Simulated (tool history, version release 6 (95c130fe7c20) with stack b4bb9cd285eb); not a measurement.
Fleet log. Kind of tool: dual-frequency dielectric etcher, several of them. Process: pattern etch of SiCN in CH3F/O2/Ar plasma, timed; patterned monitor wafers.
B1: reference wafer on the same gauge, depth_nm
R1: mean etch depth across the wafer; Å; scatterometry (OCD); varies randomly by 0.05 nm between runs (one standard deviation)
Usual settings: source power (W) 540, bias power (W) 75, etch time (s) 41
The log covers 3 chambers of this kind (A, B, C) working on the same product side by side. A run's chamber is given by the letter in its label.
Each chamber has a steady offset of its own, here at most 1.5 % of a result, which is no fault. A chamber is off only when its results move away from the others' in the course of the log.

Run 1A, hour 9.1: usual settings; B1 19.011. Result: R1 176.27 Å.
Run 2B, hour 15.9: usual settings; B1 18.987. Result: R1 175.43 Å.
Run 3C, hour 28.8: usual settings; B1 19.008. Result: R1 178.18 Å.
Run 4B, hour 39.8: usual settings; B1 19.008. Result: R1 175.08 Å.
Run 5C, hour 53.4: usual settings; B1 19.006. Result: R1 177.34 Å.
Run 6A, hour 59.5: usual settings but source power (W) 610, bias power (W) 89; B1 18.997. Result: R1 196.25 Å.
Run 7B, hour 70.5: usual settings but source power (W) 610, bias power (W) 89; B1 19.008. Result: R1 193.42 Å.
Run 8C, hour 82.9: usual settings but source power (W) 610, bias power (W) 89; B1 19.008. Result: R1 197.81 Å.
Run 9A, hour 91.1: usual settings; B1 19.007. Result: R1 177.29 Å.
Run 10C, hour 97.9: usual settings; B1 19.001. Result: R1 177.13 Å.
Run 11B, hour 110.7: usual settings; B1 19.007. Result: R1 174.96 Å.
Run 12A, hour 120.3: usual settings; B1 19.019. Result: R1 176.4 Å.
Run 13C, hour 128.3: usual settings; B1 19.006. Result: R1 176.25 Å.
At hour 137: chamber B: source power generator calibrated.
Run 14B, hour 137.6: usual settings but source power (W) 460; B1 18.993. Result: R1 164.62 Å.
Run 15A, hour 147.5: usual settings but source power (W) 460; B1 19.008. Result: R1 166.78 Å.
At hour 158.4: chamber A: wet clean of the chamber.
Run 16B, hour 159.8: usual settings but source power (W) 460; B1 18.997. Result: R1 164.97 Å.
Run 17C, hour 172.9: usual settings but bias power (W) 64, etch time (s) 48; B1 19.013. Result: R1 196.16 Å.
Run 18A, hour 184.6: usual settings but bias power (W) 64, etch time (s) 48; B1 19.014. Result: R1 201.75 Å.
Run 19B, hour 193.5: usual settings but bias power (W) 64, etch time (s) 48; B1 18.994. Result: R1 194.65 Å.
Run 20C, hour 205.6: usual settings; B1 19.004. Result: R1 177.95 Å.
Run 21A, hour 213.5: usual settings; B1 19.008. Result: R1 182.82 Å.
Run 22A, hour 226.2: usual settings but source power (W) 470; B1 19.007. Result: R1 173.33 Å.
Run 23B, hour 235: usual settings but source power (W) 470; B1 18.998. Result: R1 166.42 Å.
Run 24C, hour 248.1: usual settings but source power (W) 470; B1 19.012. Result: R1 168.45 Å.
Run 25C, hour 254.5: usual settings; B1 18.996. Result: R1 176.54 Å.
Run 26A, hour 263: usual settings; B1 19.013. Result: R1 181.92 Å.
At hour 269.8: chamber B: wet clean of the chamber.
Run 27B, hour 277.1: usual settings; B1 18.983. Result: R1 174.92 Å.
Run 28C, hour 288.4: usual settings but bias power (W) 59, etch time (s) 53; B1 18.994. Result: R1 210.96 Å.
At hour 297.3: chamber C: wet clean of the chamber.
Run 29B, hour 297.8: usual settings but bias power (W) 59, etch time (s) 53; B1 19.003. Result: R1 208.05 Å.
Run 30A, hour 305.9: usual settings but bias power (W) 59, etch time (s) 53; B1 19.004. Result: R1 217.7 Å.
Run 31C, hour 312.4: usual settings; B1 18.993. Result: R1 176.47 Å.
Run 32B, hour 325.1: usual settings; B1 19.01. Result: R1 174.8 Å.
Run 33A, hour 333.9: usual settings; B1 19.006. Result: R1 181.21 Å.
Run 34C, hour 342.5: usual settings; B1 19.003. Result: R1 176.57 Å.
Run 35A, hour 351.8: usual settings; B1 18.996. Result: R1 181.38 Å.
Run 36B, hour 360.5: usual settings; B1 18.997. Result: R1 174.97 Å.
Run 37B, hour 368.8: usual settings; B1 18.999. Result: R1 175.77 Å.

Is one chamber off against the others, does the gauge drift, or is nothing wrong? If a chamber is off, say which, and what the likeliest cause is.

The work done on chamber A during a service left it standing apart from the others.
Likeliest cause: etch rate over this chamber's usual, % = 3.27.

Chamber A could run next with any of the 4 candidate recipes listed below; each alters the usual settings, and their results appear as question marks. Which one brings its results back in line with what the other chambers deliver on the usual settings?
Maximum distance from the other chambers' mean on the usual settings for a result to count as in line: R1 1.7 Å
Run 38A-1, hour 378.9: usual settings but etch time (s) 39.5. Result: R1 ?.
Run 38A-2, hour 378.9: usual settings but source power (W) 530, bias power (W) 74, etch time (s) 39.5. Result: R1 ?.
Run 38A-3, hour 378.9: usual settings but source power (W) 620. Result: R1 ?.
Run 38A-4, hour 378.9: usual settings but source power (W) 570, bias power (W) 78. Result: R1 ?.

The mean the other chambers reach with the usual settings: R1 176.01 Å
  run      R1
38A-1  175.48
38A-2  173.45
38A-3  191.82
38A-4  188.41
With 38A-1, the chamber falls back in line with the rest.
